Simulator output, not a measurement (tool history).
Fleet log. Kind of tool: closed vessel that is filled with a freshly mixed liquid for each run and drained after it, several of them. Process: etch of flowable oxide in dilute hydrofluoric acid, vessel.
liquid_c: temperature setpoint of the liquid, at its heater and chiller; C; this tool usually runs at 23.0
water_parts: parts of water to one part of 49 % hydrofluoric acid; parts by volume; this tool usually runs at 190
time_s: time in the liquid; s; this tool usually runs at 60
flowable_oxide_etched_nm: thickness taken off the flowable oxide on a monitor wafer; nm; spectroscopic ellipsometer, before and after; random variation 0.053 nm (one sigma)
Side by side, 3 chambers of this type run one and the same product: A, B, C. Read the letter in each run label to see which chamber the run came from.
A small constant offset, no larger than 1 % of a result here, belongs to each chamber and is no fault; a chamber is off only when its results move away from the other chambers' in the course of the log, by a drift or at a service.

| run | hour | liquid_c | water_parts | time_s | read-back film thickness of the flowable oxide reference wafer, read on the same gauge (nm) | flowable_oxide_etched_nm |
|---|---|---|---|---|---|---|
| 1C | 9.2 | 23.0 | 190 | 60 | 140.00 | 12.3470 |
| 2B | 17.4 | 23.0 | 190 | 60 | 140.00 | 12.2420 |
| 3A | 23.4 | 23.0 | 190 | 60 | 139.96 | 12.3810 |
| 4B | 31.0 | 23.0 | 190 | 60 | 139.97 | 12.2960 |
| 5A | 38.0 | 23.0 | 190 | 60 | 139.98 | 12.3640 |
| 6C | 45.5 | 23.0 | 190 | 60 | 140.00 | 12.4060 |
| 7A | 55.9 | 23.0 | 190 | 60 | 140.02 | 12.3800 |
| 8C | 63.9 | 23.0 | 190 | 60 | 140.05 | 12.4180 |
| 9B | 70.6 | 23.0 | 190 | 60 | 139.98 | 12.2420 |
| 10B | 80.5 | 23.0 | 190 | 60 | 140.04 | 12.2690 |
| 11C | 90.3 | 23.0 | 190 | 60 | 140.07 | 12.4420 |
| 12A | 96.8 | 20.5 | 190 | 40 | 140.00 | 7.4771 |
| 13A | 106.8 | 20.5 | 190 | 40 | 140.02 | 7.4412 |
| 14B | 116.2 | 20.5 | 190 | 40 | 140.01 | 7.4387 |
| 15C | 121.1 | 23.0 | 190 | 60 | 140.01 | 12.3330 |
| 16C | 131.4 | 23.0 | 190 | 60 | 140.00 | 12.3550 |
| 17A | 137.5 | 23.0 | 190 | 60 | 140.03 | 12.3700 |
| 18B | 142.7 | 23.0 | 190 | 60 | 140.02 | 12.2850 |
| 19C | 149.0 | 23.0 | 245 | 60 | 140.02 | 8.9513 |
| 20A | 156.4 | 23.0 | 245 | 60 | 140.03 | 9.0819 |
| 21B | 163.0 | 23.0 | 245 | 60 | 140.00 | 9.1160 |
| 22C | 167.7 | 23.0 | 190 | 60 | 140.00 | 12.4050 |
| 23B | 177.9 | 23.0 | 190 | 60 | 140.05 | 12.2520 |
|  | 179.0 | chamber B: hydrofluoric acid flow meter replaced |
| 24A | 188.0 | 23.0 | 190 | 60 | 140.00 | 12.3140 |
| 25C | 198.4 | 23.0 | 190 | 60 | 139.97 | 12.3860 |
| 26A | 208.8 | 23.0 | 190 | 60 | 140.02 | 12.2820 |
| 27B | 215.9 | 23.0 | 190 | 60 | 139.97 | 12.3210 |

One chamber off, gauge drift, or nothing amiss beyond the chambers' own small offsets? If it is a chamber, which one, and what is the likeliest cause?

Neither any chamber nor the gauge drifts; the chambers differ only by their own small, steady offsets.
